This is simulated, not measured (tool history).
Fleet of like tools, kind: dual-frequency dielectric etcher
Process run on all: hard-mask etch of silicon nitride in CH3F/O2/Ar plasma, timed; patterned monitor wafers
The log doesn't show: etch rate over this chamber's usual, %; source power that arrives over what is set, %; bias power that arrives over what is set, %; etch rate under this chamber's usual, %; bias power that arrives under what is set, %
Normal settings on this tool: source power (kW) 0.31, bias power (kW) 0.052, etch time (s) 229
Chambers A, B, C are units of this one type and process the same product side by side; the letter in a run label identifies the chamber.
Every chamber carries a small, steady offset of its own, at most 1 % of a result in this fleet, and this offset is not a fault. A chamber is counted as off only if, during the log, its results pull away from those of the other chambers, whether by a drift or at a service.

| run | hour | source power (kW) | bias power (kW) | etch time (s) | hours since the last wet clean | hours since the last source power generator calibration | hours since the last bias power generator calibration | read-back reference wafer on the same gauge, depth_nm | mean etch depth across the wafer (nm) |
|---|---|---|---|---|---|---|---|---|---|
| 1C | 6.7 | 0.31 | 0.052 | 229 | 511.8 | 779.7 | 684.7 | 110.98 | 129.96 |
| 2B | 20.7 | 0.31 | 0.052 | 229 | 410.3 | 3687.5 | 496.3 | 110.97 | 129.72 |
| 3A | 32.1 | 0.31 | 0.052 | 229 | 114.5 | 1225.2 | 470.5 | 111.06 | 131.17 |
| 4C | 42.6 | 0.31 | 0.052 | 229 | 547.7 | 815.6 | 720.6 | 110.99 | 130.54 |
| 5B | 51.7 | 0.31 | 0.06 | 177 | 441.3 | 3718.5 | 527.3 | 110.91 | 105.03 |
| 6A | 65.5 | 0.31 | 0.06 | 177 | 147.9 | 1258.6 | 503.9 | 111 | 105.75 |
| 7C | 74.5 | 0.31 | 0.06 | 177 | 579.6 | 847.5 | 752.5 | 111.07 | 106.23 |
| 8A | 87.6 | 0.31 | 0.052 | 229 | 170 | 1280.7 | 526 | 110.96 | 131.15 |
| 9B | 97 | 0.31 | 0.052 | 229 | 486.6 | 3763.8 | 572.6 | 110.98 | 130.08 |
| 10C | 107.6 | 0.31 | 0.052 | 229 | 612.7 | 880.6 | 785.6 | 111.06 | 130.5 |
|  | 112.8 | chamber C: wet clean of the chamber |
| 11B | 120 | 0.31 | 0.052 | 229 | 509.6 | 3786.8 | 595.6 | 111.07 | 130.16 |
| 12A | 128.8 | 0.31 | 0.052 | 229 | 211.2 | 1321.9 | 567.2 | 110.99 | 130.58 |
| 13C | 139.5 | 0.31 | 0.052 | 229 | 26.7 | 912.5 | 817.5 | 111.09 | 126.44 |
| 14A | 151.5 | 0.31 | 0.052 | 229 | 233.9 | 1344.6 | 589.9 | 111.06 | 130.4 |
| 15B | 161.1 | 0.31 | 0.052 | 229 | 550.7 | 3827.9 | 636.7 | 111.07 | 130.23 |
| 16A | 170.6 | 0.31 | 0.052 | 229 | 253 | 1363.7 | 609 | 111.02 | 130.45 |
| 17B | 183.4 | 0.31 | 0.052 | 229 | 573 | 3850.2 | 659 | 111.02 | 130.02 |
|  | 190 | chamber B: wet clean of the chamber |
| 18C | 190.8 | 0.31 | 0.052 | 229 | 78 | 963.8 | 868.8 | 111.01 | 125.18 |
| 19A | 197.4 | 0.31 | 0.052 | 229 | 279.8 | 1390.5 | 635.8 | 110.95 | 130.32 |
| 20B | 211.5 | 0.31 | 0.052 | 229 | 21.5 | 3878.3 | 687.1 | 110.97 | 130.21 |
| 21C | 218.3 | 0.31 | 0.052 | 229 | 105.5 | 991.3 | 896.3 | 110.96 | 125.76 |

Is one chamber out of step, is the gauge drifting, or do the chambers differ by no more than their own small offsets? For an off chamber, give its letter and the likeliest cause.

A service on chamber C put it out of line with the rest.
Likeliest cause: etch rate under this chamber's usual, % = 3.52.

Which of the 4 candidates below, each the usual settings with something changed and its results left as question marks, puts chamber C back in line with what the other chambers give on the usual settings?
A result is in line if it is within this distance of the other chambers' mean on the usual settings: mean etch depth across the wafer (nm) 1.4
| 22C-1 | 228.4 | 0.31 | 0.052 | 232 |  |  |  |  | ? |
| 22C-2 | 228.4 | 0.31 | 0.052 | 226 |  |  |  |  | ? |
| 22C-3 | 228.4 | 0.31 | 0.052 | 221.5 |  |  |  |  | ? |
| 22C-4 | 228.4 | 0.31 | 0.052 | 236.5 |  |  |  |  | ? |

Other chambers, usual settings, mean: mean etch depth across the wafer (nm) 130.09
| run | mean etch depth across the wafer (nm) |
|---|---|
| 22C-1 | 127.42 |
| 22C-2 | 124.12 |
| 22C-3 | 121.65 |
| 22C-4 | 129.89 |
With 22C-4, the chamber falls back in line with the rest.
